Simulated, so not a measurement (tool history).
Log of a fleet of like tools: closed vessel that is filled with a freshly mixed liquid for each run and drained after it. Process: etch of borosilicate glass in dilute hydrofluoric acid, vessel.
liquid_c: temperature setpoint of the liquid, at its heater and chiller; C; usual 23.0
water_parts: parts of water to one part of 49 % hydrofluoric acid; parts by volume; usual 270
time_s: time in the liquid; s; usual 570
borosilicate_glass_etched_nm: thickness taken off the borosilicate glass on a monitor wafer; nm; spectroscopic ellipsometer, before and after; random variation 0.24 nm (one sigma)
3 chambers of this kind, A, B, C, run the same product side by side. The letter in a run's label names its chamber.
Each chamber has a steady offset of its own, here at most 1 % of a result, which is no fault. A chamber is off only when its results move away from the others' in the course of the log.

run	hour	liquid_c	water_parts	time_s	read-back film thickness of the borosilicate glass reference wafer, read on the same gauge (nm)	borosilicate_glass_etched_nm
1B	4.1	23.0	270	570	80.011	49.497
2C	8.4	23.0	270	570	80.029	49.843
3A	12.5	23.0	270	570	80.021	50.166
4B	16.6	23.0	270	570	80.033	49.874
5C	20.1	23.0	270	570	79.990	49.575
6A	23.1	23.0	270	570	79.998	50.152
7C	26.8	23.0	270	570	79.992	50.144
8B	29.9	25.5	155	570	80.003	108.010
9A	33.2	25.5	155	570	80.017	109.000
10A	36.4	25.5	155	570	80.048	108.820
11C	38.4	23.0	270	570	80.040	49.934
12B	41.8	20.5	270	570	80.010	45.372
13B	44.0	20.5	270	570	80.012	45.388
14C	46.2	20.5	270	570	80.023	46.135
15A	50.3	23.0	270	570	80.030	50.327
16A	52.5	23.0	270	570	79.976	49.684
17C	55.2	23.0	270	570	80.012	50.872
18B	57.7	23.0	270	570	79.986	50.102
19A	61.8	23.0	270	570	79.986	50.052
20B	64.2	23.0	270	570	80.027	49.556
21C	68.2	23.0	270	570	79.946	50.861
22C	70.7	23.0	270	570	79.994	50.682
23B	73.6	23.0	270	570	80.005	49.683
24A	77.0	23.0	270	570	79.967	49.840
25B	79.6	23.0	270	570	80.024	49.795
26A	83.5	23.0	270	570	80.052	50.007
27C	86.2	23.0	270	570	79.998	51.749
28A	88.2	25.5	270	570	80.006	54.396
29C	90.5	25.5	270	570	79.996	55.794
30B	94.9	25.5	270	570	80.049	53.843
31B	97.1	23.0	270	570	80.021	49.873
32A	100.9	23.0	270	570	80.000	49.869
33C	105.3	23.0	270	570	79.988	51.750
34B	107.2	23.0	270	570	80.000	50.227
35A	111.5	23.0	270	570	80.020	49.890
36C	113.8	23.0	270	570	79.957	51.673
37C	115.9	23.0	270	570	80.000	51.768
38B	118.4	23.0	270	570	79.968	49.964
39A	122.7	23.0	270	570	79.958	49.942

What goes on in this fleet: one chamber off, a drifting gauge, or nothing beyond the chambers' own small offsets? Name the chamber and the cause, if any.

Chamber C drifts away from the others.
Cause: liquid hotter than its thermometer reads (K) = 1.13.
The log may not tell that from: hydrofluoric acid flow above the setpoint (%).

Here are 4 candidates for chamber C's next run, each the usual settings with a change, their results left as question marks. Which one brings its results back in line with what the others give on the usual settings?
In line means no further than this from the other chambers' mean on the usual settings: borosilicate_glass_etched_nm 0.830 nm
40C-1	125.9	23.0	270	590		?
40C-2	125.9	22.0	270	570		?
40C-3	125.9	21.0	270	570		?
40C-4	125.9	23.0	255	570		?

The other chambers' mean on the usual settings: borosilicate_glass_etched_nm 49.977 nm
run	borosilicate_glass_etched_nm
40C-1	53.725
40C-2	50.092
40C-3	48.305
40C-4	55.766
40C-2 brings the chamber back in line.
